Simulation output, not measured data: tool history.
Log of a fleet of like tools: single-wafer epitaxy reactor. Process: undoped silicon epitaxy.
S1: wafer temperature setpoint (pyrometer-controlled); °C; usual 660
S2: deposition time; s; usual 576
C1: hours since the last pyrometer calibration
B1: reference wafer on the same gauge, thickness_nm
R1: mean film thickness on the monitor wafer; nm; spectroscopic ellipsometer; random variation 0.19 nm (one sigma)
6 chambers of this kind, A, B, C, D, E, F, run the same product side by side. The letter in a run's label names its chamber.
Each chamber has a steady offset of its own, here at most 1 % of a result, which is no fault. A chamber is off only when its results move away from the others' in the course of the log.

{"run": "1A", "day": 0.362, "S1": 660, "S2": 576, "C1": 551.4, "B1": 133.02, "R1": 119.36}
{"run": "2D", "day": 0.642, "S1": 660, "S2": 576, "C1": 1536.0, "B1": 132.97, "R1": 119.13}
{"run": "3E", "day": 1.05, "S1": 660, "S2": 576, "C1": 802.3, "B1": 132.93, "R1": 120.12}
{"run": "4F", "day": 1.383, "S1": 660, "S2": 576, "C1": 197.1, "B1": 132.91, "R1": 119.64}
{"run": "5C", "day": 1.725, "S1": 660, "S2": 576, "C1": 132.6, "B1": 132.83, "R1": 119.22}
{"run": "6B", "day": 1.917, "S1": 660, "S2": 630, "C1": 134.9, "B1": 132.9, "R1": 132.58}
{"run": "7A", "day": 2.1, "S1": 660, "S2": 630, "C1": 593.1, "B1": 132.89, "R1": 130.37}
{"run": "8D", "day": 2.488, "S1": 660, "S2": 630, "C1": 1580.3, "B1": 132.78, "R1": 130.72}
{"run": "9C", "day": 2.675, "S1": 660, "S2": 630, "C1": 155.4, "B1": 132.84, "R1": 130.89}
{"run": "10F", "day": 3.0, "S1": 660, "S2": 630, "C1": 235.9, "B1": 132.75, "R1": 130.58}
{"run": "11E", "day": 3.254, "S1": 660, "S2": 630, "C1": 855.2, "B1": 132.79, "R1": 130.59}
{"run": "12B", "day": 3.492, "S1": 646, "S2": 576, "C1": 172.7, "B1": 132.8, "R1": 89.335}
{"run": "13E", "day": 3.825, "S1": 646, "S2": 576, "C1": 868.9, "B1": 132.71, "R1": 88.505}
{"run": "14C", "day": 4.104, "S1": 646, "S2": 576, "C1": 189.7, "B1": 132.73, "R1": 88.224}
{"run": "15A", "day": 4.338, "S1": 646, "S2": 576, "C1": 646.8, "B1": 132.75, "R1": 88.09}
{"run": "16D", "day": 4.571, "S1": 646, "S2": 576, "C1": 1630.3, "B1": 132.65, "R1": 87.914}
{"run": "17F", "day": 4.904, "S1": 646, "S2": 576, "C1": 281.6, "B1": 132.72, "R1": 88.175}
{"run": "18B", "day": 5.096, "S1": 660, "S2": 576, "C1": 211.2, "B1": 132.66, "R1": 120.74}
{"run": "19F", "day": 5.446, "S1": 660, "S2": 576, "C1": 294.6, "B1": 132.58, "R1": 119.1}
{"run": "20C", "day": 5.712, "S1": 660, "S2": 576, "C1": 228.3, "B1": 132.65, "R1": 119.26}
{"run": "21A", "day": 5.896, "S1": 660, "S2": 576, "C1": 684.2, "B1": 132.61, "R1": 119.3}
{"run": "22E", "day": 6.3, "S1": 660, "S2": 576, "C1": 928.3, "B1": 132.54, "R1": 119.36}
{"run": "23B", "day": 6.533, "S1": 660, "S2": 576, "C1": 245.7, "B1": 132.55, "R1": 121.09}
{"run": "24D", "day": 6.904, "S1": 660, "S2": 576, "C1": 1686.3, "B1": 132.49, "R1": 119.07}
{"run": "25B", "day": 7.162, "S1": 660, "S2": 576, "C1": 260.8, "B1": 132.53, "R1": 120.34}
{"run": "26C", "day": 7.342, "S1": 673, "S2": 664, "C1": 267.4, "B1": 132.49, "R1": 180.29}
{"run": "27E", "day": 7.6, "S1": 673, "S2": 664, "C1": 959.5, "B1": 132.49, "R1": 181.28}
{"run": "28A", "day": 7.929, "S1": 673, "S2": 664, "C1": 733.0, "B1": 132.44, "R1": 179.29}
{"run": "29D", "day": 8.212, "S1": 673, "S2": 664, "C1": 1717.7, "B1": 132.42, "R1": 180.05}
{"run": "30F", "day": 8.521, "S1": 673, "S2": 664, "C1": 368.4, "B1": 132.39, "R1": 179.15}
{"run": "31D", "day": 8.733, "S1": 673, "S2": 664, "C1": 1730.2, "B1": 132.41, "R1": 179.73}
{"run": "32A", "day": 8.983, "S1": 655, "S2": 647, "C1": 758.3, "B1": 132.37, "R1": 119.65}
{"run": "33C", "day": 9.212, "S1": 655, "S2": 647, "C1": 312.3, "B1": 132.33, "R1": 120.32}
{"run": "34F", "day": 9.558, "S1": 655, "S2": 647, "C1": 393.3, "B1": 132.32, "R1": 120.11}
{"run": "35E", "day": 9.762, "S1": 655, "S2": 647, "C1": 1011.4, "B1": 132.29, "R1": 120.41}
{"run": "36B", "day": 9.975, "S1": 655, "S2": 647, "C1": 328.3, "B1": 132.36, "R1": 121.77}
{"run": "37A", "day": 10.288, "S1": 655, "S2": 647, "C1": 789.6, "B1": 132.28, "R1": 119.9}
{"run": "38E", "day": 10.575, "S1": 660, "S2": 576, "C1": 1030.9, "B1": 132.28, "R1": 119.39}
{"run": "39D", "day": 10.879, "S1": 660, "S2": 576, "C1": 1781.7, "B1": 132.28, "R1": 118.37}
{"run": "40C", "day": 11.283, "S1": 660, "S2": 576, "C1": 362.0, "B1": 132.22, "R1": 118.87}
{"run": "41B", "day": 11.662, "S1": 660, "S2": 576, "C1": 368.8, "B1": 132.13, "R1": 120.32}
{"run": "42F", "day": 12.046, "S1": 660, "S2": 576, "C1": 453.0, "B1": 132.14, "R1": 118.58}
{"run": "43E", "day": 12.375, "S1": 660, "S2": 576, "C1": 1074.1, "B1": 132.14, "R1": 119.22}

Is one chamber off against the others, does the gauge drift, or is nothing wrong? If a chamber is off, say which, and what the likeliest cause is.

The gauge drifts, so all chambers seem to drift together. No chamber is off.
Cause: gauge reads low (%) = 0.664.
